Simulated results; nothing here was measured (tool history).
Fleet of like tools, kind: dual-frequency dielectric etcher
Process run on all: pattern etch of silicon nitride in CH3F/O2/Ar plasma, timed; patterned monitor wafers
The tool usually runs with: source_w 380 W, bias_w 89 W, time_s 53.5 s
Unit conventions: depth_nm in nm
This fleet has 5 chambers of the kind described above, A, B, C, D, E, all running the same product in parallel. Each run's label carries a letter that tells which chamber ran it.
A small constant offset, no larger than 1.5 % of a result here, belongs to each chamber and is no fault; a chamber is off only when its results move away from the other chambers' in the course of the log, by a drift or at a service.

| run | day | source_w | bias_w | time_s | read-back reference wafer on the same gauge, depth_nm | depth_nm |
|---|---|---|---|---|---|---|
|  | 0.154 | chamber C: source power generator calibrated |
| 1E | 0.362 | 380 | 89 | 53.5 | 35.703 | 39.722 |
| 2A | 0.750 | 380 | 89 | 53.5 | 35.713 | 39.688 |
| 3C | 1.254 | 380 | 89 | 53.5 | 35.731 | 39.664 |
| 4B | 1.738 | 380 | 89 | 53.5 | 35.723 | 40.080 |
| 5D | 2.204 | 380 | 89 | 53.5 | 35.739 | 39.624 |
|  | 2.233 | chamber A: wet clean of the chamber |
| 6B | 2.600 | 380 | 89 | 53.5 | 35.739 | 40.044 |
| 7C | 2.833 | 380 | 89 | 53.5 | 35.727 | 39.657 |
| 8D | 3.288 | 350 | 89 | 53.5 | 35.752 | 38.492 |
| 9A | 3.704 | 350 | 89 | 53.5 | 35.751 | 38.445 |
| 10E | 4.121 | 350 | 89 | 53.5 | 35.756 | 38.534 |
| 11D | 4.408 | 350 | 89 | 53.5 | 35.756 | 38.525 |
| 12B | 4.771 | 350 | 89 | 53.5 | 35.767 | 38.981 |
| 13C | 5.275 | 380 | 89 | 53.5 | 35.773 | 39.623 |
| 14A | 5.575 | 380 | 89 | 53.5 | 35.780 | 39.752 |
| 15E | 6.100 | 380 | 89 | 66.0 | 35.785 | 49.101 |
| 16D | 6.362 | 380 | 89 | 66.0 | 35.777 | 48.975 |
| 17E | 6.862 | 380 | 89 | 66.0 | 35.791 | 49.051 |
| 18C | 7.275 | 380 | 89 | 66.0 | 35.794 | 49.069 |
| 19B | 7.708 | 380 | 89 | 66.0 | 35.800 | 49.621 |
| 20A | 8.183 | 380 | 89 | 53.5 | 35.798 | 39.817 |
| 21D | 8.525 | 380 | 89 | 53.5 | 35.816 | 39.837 |
| 22A | 8.904 | 380 | 89 | 53.5 | 35.817 | 39.788 |
| 23C | 9.142 | 380 | 89 | 53.5 | 35.831 | 39.704 |
| 24B | 9.479 | 380 | 89 | 53.5 | 35.821 | 40.208 |
| 25E | 9.796 | 380 | 89 | 53.5 | 35.842 | 39.854 |
| 26E | 10.208 | 380 | 89 | 53.5 | 35.843 | 39.822 |
| 27B | 10.442 | 380 | 89 | 53.5 | 35.835 | 40.292 |
| 28A | 10.921 | 380 | 89 | 53.5 | 35.835 | 39.786 |
| 29D | 11.438 | 380 | 89 | 53.5 | 35.845 | 39.845 |
|  | 11.900 | chamber D: wet clean of the chamber |
| 30C | 11.971 | 380 | 89 | 53.5 | 35.862 | 39.846 |
| 31E | 12.462 | 380 | 89 | 53.5 | 35.870 | 39.827 |
| 32B | 12.892 | 380 | 89 | 53.5 | 35.880 | 40.340 |
| 33D | 13.196 | 350 | 89 | 38.0 | 35.871 | 27.438 |
| 34A | 13.542 | 350 | 89 | 38.0 | 35.884 | 27.373 |

Does one chamber stand apart from the rest, does the shared gauge drift, or is all well apart from small per-chamber offsets? Give the chamber and the most likely cause, where there is one.

None of the chambers is off. What moves is the gauge, dragging all their readings along together.
Most likely cause: gauge reads high (%) = 0.515.
